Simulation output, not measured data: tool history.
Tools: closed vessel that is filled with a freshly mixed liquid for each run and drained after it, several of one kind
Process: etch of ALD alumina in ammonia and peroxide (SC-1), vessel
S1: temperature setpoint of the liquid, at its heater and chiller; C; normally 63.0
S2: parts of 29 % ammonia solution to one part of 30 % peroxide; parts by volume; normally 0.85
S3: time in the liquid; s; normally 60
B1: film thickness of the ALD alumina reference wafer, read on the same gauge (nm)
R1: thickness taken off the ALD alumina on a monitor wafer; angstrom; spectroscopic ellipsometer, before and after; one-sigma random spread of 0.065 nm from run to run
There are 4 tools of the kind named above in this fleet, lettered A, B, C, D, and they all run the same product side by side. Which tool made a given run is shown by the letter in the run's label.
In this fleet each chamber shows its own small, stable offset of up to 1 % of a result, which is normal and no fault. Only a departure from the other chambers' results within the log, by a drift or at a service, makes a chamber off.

-- hour=7.3 chamber D: new drum of ammonia solution connected
run 1B hour=10.8 | S1=63.0 S2=0.85 S3=60 | B1=40.016 | R1=80.907
run 2D hour=25.4 | S1=63.0 S2=0.85 S3=60 | B1=39.998 | R1=82.567
run 3C hour=38.4 | S1=63.0 S2=0.85 S3=60 | B1=39.975 | R1=82.203
run 4A hour=51.6 | S1=63.0 S2=0.85 S3=60 | B1=40.002 | R1=82.530
run 5A hour=66.7 | S1=63.0 S2=1.15 S3=60 | B1=39.990 | R1=85.888
run 6B hour=76.0 | S1=63.0 S2=1.15 S3=60 | B1=39.965 | R1=84.253
run 7D hour=83.6 | S1=63.0 S2=1.15 S3=60 | B1=39.994 | R1=84.162
run 8C hour=98.5 | S1=63.0 S2=1.15 S3=60 | B1=39.991 | R1=84.443
run 9C hour=107.8 | S1=63.0 S2=0.85 S3=60 | B1=40.023 | R1=80.884
-- hour=109.2 chamber C: ammonia flow meter replaced
run 10B hour=121.8 | S1=63.0 S2=0.85 S3=60 | B1=40.002 | R1=82.632
run 11A hour=132.1 | S1=63.0 S2=1.20 S3=60 | B1=40.003 | R1=85.032
run 12D hour=139.3 | S1=63.0 S2=1.20 S3=60 | B1=39.994 | R1=84.648
run 13B hour=148.1 | S1=63.0 S2=1.20 S3=60 | B1=40.000 | R1=84.500
run 14D hour=162.2 | S1=63.0 S2=1.20 S3=60 | B1=40.008 | R1=85.684
run 15A hour=173.7 | S1=63.0 S2=0.85 S3=60 | B1=40.000 | R1=82.432
run 16C hour=185.3 | S1=63.0 S2=0.85 S3=60 | B1=40.006 | R1=82.388
run 17C hour=199.6 | S1=63.0 S2=0.85 S3=60 | B1=39.973 | R1=81.275
run 18A hour=207.9 | S1=63.0 S2=0.85 S3=60 | B1=40.017 | R1=82.994
run 19B hour=216.9 | S1=53.5 S2=0.85 S3=75 | B1=39.996 | R1=61.227
run 20D hour=230.4 | S1=53.5 S2=0.85 S3=75 | B1=39.987 | R1=63.470
run 21C hour=244.3 | S1=53.5 S2=0.85 S3=75 | B1=39.982 | R1=61.096
run 22D hour=255.7 | S1=53.5 S2=0.85 S3=75 | B1=39.963 | R1=62.804
run 23B hour=268.8 | S1=63.0 S2=0.85 S3=60 | B1=39.997 | R1=82.576
-- hour=269.3 chamber B: new drum of ammonia solution connected
run 24A hour=280.5 | S1=63.0 S2=0.85 S3=60 | B1=40.015 | R1=81.733
run 25D hour=290.2 | S1=63.0 S2=0.85 S3=60 | B1=40.002 | R1=82.113
run 26B hour=303.4 | S1=63.0 S2=0.85 S3=60 | B1=39.971 | R1=82.823
run 27C hour=315.9 | S1=63.0 S2=0.85 S3=60 | B1=40.006 | R1=79.893
run 28A hour=323.9 | S1=63.0 S2=0.85 S3=60 | B1=40.001 | R1=81.683
run 29D hour=338.7 | S1=63.0 S2=0.85 S3=60 | B1=39.976 | R1=82.087
run 30C hour=352.2 | S1=63.0 S2=0.85 S3=60 | B1=39.975 | R1=79.407
run 31A hour=368.0 | S1=63.0 S2=0.85 S3=60 | B1=40.008 | R1=81.841
-- hour=375.4 chamber D: new drum of ammonia solution connected
run 32B hour=383.3 | S1=70.0 S2=0.85 S3=60 | B1=40.016 | R1=116.360
run 33C hour=395.6 | S1=70.0 S2=0.85 S3=60 | B1=39.984 | R1=108.630
run 34D hour=409.3 | S1=70.0 S2=0.85 S3=60 | B1=39.981 | R1=115.350
run 35A hour=417.6 | S1=70.0 S2=0.85 S3=60 | B1=39.992 | R1=117.180
run 36B hour=426.1 | S1=63.0 S2=0.85 S3=60 | B1=40.006 | R1=81.280
run 37A hour=436.6 | S1=63.0 S2=0.85 S3=60 | B1=40.012 | R1=82.695
run 38D hour=451.8 | S1=63.0 S2=0.85 S3=60 | B1=40.010 | R1=82.406
run 39C hour=462.5 | S1=63.0 S2=0.85 S3=60 | B1=39.978 | R1=75.585

What goes on in this fleet: one chamber off, a drifting gauge, or nothing beyond the chambers' own small offsets? Name the chamber and the cause, if any.

One chamber, C, drifts off from the rest bit by bit.
What lies behind it: liquid colder than its thermometer reads (K) = 1.32.

Chamber C could run next with any of the 4 candidate recipes listed below; each alters the usual settings, and their results appear as question marks. Which one brings its results back in line with what the other chambers deliver on the usual settings?
Allowed miss from the other chambers' usual-settings mean, per result, to count as in line: R1 2.300 angstrom
run 40C-1 hour=474.0 | S1=61.5 S2=0.85 S3=60 | R1=?
run 40C-2 hour=474.0 | S1=63.5 S2=0.85 S3=60 | R1=?
run 40C-3 hour=474.0 | S1=62.5 S2=0.85 S3=60 | R1=?
run 40C-4 hour=474.0 | S1=64.5 S2=0.85 S3=60 | R1=?

Other chambers, usual settings, mean: R1 82.333 angstrom
run=40C-1 R1=71.080
run=40C-2 R1=78.697
run=40C-3 R1=74.805
run=40C-4 R1=82.764
40C-4 is the one that brings the chamber's results back in line with the other chambers.
